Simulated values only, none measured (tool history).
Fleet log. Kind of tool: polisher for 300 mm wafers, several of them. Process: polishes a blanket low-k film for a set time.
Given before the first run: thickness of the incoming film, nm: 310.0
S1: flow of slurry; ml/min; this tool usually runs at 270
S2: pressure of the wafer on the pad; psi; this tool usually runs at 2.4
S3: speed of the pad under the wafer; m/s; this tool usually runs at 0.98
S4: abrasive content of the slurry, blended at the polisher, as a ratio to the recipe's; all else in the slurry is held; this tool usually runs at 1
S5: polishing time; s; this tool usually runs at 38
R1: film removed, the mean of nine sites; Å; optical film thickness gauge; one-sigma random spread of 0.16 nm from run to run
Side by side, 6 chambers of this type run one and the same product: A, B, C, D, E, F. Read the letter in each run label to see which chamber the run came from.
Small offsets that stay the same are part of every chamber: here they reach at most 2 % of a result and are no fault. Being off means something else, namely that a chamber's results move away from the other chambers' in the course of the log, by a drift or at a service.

run,hour,S1,S2,S3,S4,S5,R1
# hour 5.4: chamber D: conditioning disc replaced and pad reconditioned
1E,5.5,270,2.4,0.98,1,38,215.1
# hour 6.6: chamber E: slurry nozzle cleaned
2B,11.2,270,2.4,0.98,1,38,219.15
# hour 12.1: chamber A: worn pad replaced by a new one
3A,17.7,270,2.4,0.98,1,38,212.52
4F,23.7,270,2.4,0.98,1,38,214.55
# hour 24.2: chamber D: worn pad replaced by a new one
# hour 31.5: chamber F: worn pad replaced by a new one
5C,32.6,270,2.4,0.98,1,38,212.86
# hour 33.6: chamber B: slurry nozzle cleaned
6D,39.5,270,2.4,0.84,1,38,189.97
7B,47.9,270,2.4,0.84,1,38,190.48
8C,53,270,2.4,0.84,1,38,188.36
# hour 60.5: chamber C: conditioning disc replaced and pad reconditioned
# hour 61.6: chamber B: conditioning disc replaced and pad reconditioned
9D,63.1,270,2.4,0.84,1,38,190.82
# hour 68: chamber C: worn pad replaced by a new one
10F,70.6,270,2.4,0.84,1,38,189.98
11E,75.3,270,2.4,0.84,1,38,189.79
# hour 79.7: chamber A: head pressure recalibrated
# hour 80.1: chamber D: worn pad replaced by a new one
# hour 81.5: chamber B: worn pad replaced by a new one
12A,83.3,270,2.4,0.98,1,38,213.4
13E,90.3,270,3.1,0.98,1.25,38,302.03
# hour 93.3: chamber F: worn pad replaced by a new one
14C,96.1,270,3.1,0.98,1.25,38,304.29
15B,103,270,3.1,0.98,1.25,38,308.78
# hour 106: chamber A: worn pad replaced by a new one
# hour 106.2: chamber E: head pressure recalibrated
16F,107.8,270,3.1,0.98,1.25,38,310.54
17D,117,270,3.1,0.98,1.25,38,308.33
18A,126.6,270,3.1,0.98,1.25,38,307.87
# hour 132.1: chamber D: worn pad replaced by a new one
19B,135.5,270,2.4,0.98,1,38,218.71
# hour 142.4: chamber C: slurry blender recalibrated
20C,144,270,2.4,0.98,1,38,213.26
# hour 147.1: chamber A: conditioning disc replaced and pad reconditioned
# hour 147.9: chamber D: conditioning disc replaced and pad reconditioned
# hour 151.1: chamber F: worn pad replaced by a new one
# hour 152.2: chamber C: worn pad replaced by a new one
# hour 153: chamber F: conditioning disc replaced and pad reconditioned
21D,154.1,270,2.4,0.98,1,38,213.47
# hour 158.6: chamber B: worn pad replaced by a new one
22F,161.5,270,2.4,0.98,1,38,217.94
# hour 166.1: chamber D: slurry nozzle cleaned
23E,168.3,270,2.4,0.98,1,38,206.53
# hour 172.1: chamber A: slurry blender recalibrated
# hour 174.2: chamber D: slurry blender recalibrated
24A,176.7,270,2.4,0.98,1,38,216.38
# hour 183.9: chamber A: worn pad replaced by a new one
# hour 186.2: chamber D: worn pad replaced by a new one
25D,186.8,270,2.4,0.98,1,38,215.37
26F,193.2,270,2.4,0.98,1,38,215.64
27A,200.9,270,2.4,0.98,1,38,216.51
# hour 207.1: chamber F: worn pad replaced by a new one
28E,211.1,270,2.4,0.98,1,38,201.6
29C,220.7,270,2.4,0.98,1,48,269.72
# hour 226.2: chamber B: conditioning disc replaced and pad reconditioned
30B,226.5,270,2.4,0.98,1,48,275.68
# hour 229.5: chamber B: slurry blender recalibrated
# hour 235.1: chamber D: worn pad replaced by a new one
31F,236.5,270,2.4,0.98,1,48,274.14
# hour 239.5: chamber E: slurry blender recalibrated
# hour 240.9: chamber C: worn pad replaced by a new one
# hour 241.6: chamber E: conditioning disc replaced and pad reconditioned
32D,243.5,270,2.4,0.98,1,48,273.86
# hour 244.8: chamber B: worn pad replaced by a new one
33A,249.4,270,2.4,0.98,1,48,273.22
34C,256.3,270,2.4,0.98,1,48,272.75
35B,266.9,270,2.4,0.98,1,38,216.23
36E,276.1,270,2.4,0.98,1,38,195.82

What goes on in this fleet: one chamber off, a drifting gauge, or nothing beyond the chambers' own small offsets? Name the chamber and the cause, if any.

One chamber, E, drifts off from the rest bit by bit.
What lies behind it: removal rate lost through wear of the pad, % = 9.28.

Which of the 4 candidates below, each the usual settings with something changed and its results left as question marks, puts chamber E back in line with what the other chambers give on the usual settings?
Counts as in line when no further than this from what the other chambers average on the usual settings: R1 5.4 Å
37E-1,283.7,270,2.9,0.98,1,38,?
37E-2,283.7,270,2.4,0.98,1,42,?
37E-3,283.7,265,2.4,0.98,0.95,32,?
37E-4,283.7,270,2.4,0.86,1,38,?

Mean of the other chambers on the usual settings: R1 215.6 Å
run,R1
37E-1,236.69
37E-2,216.99
37E-3,161.07
37E-4,176.55
37E-2 is the one that brings the chamber's results back in line with the other chambers.
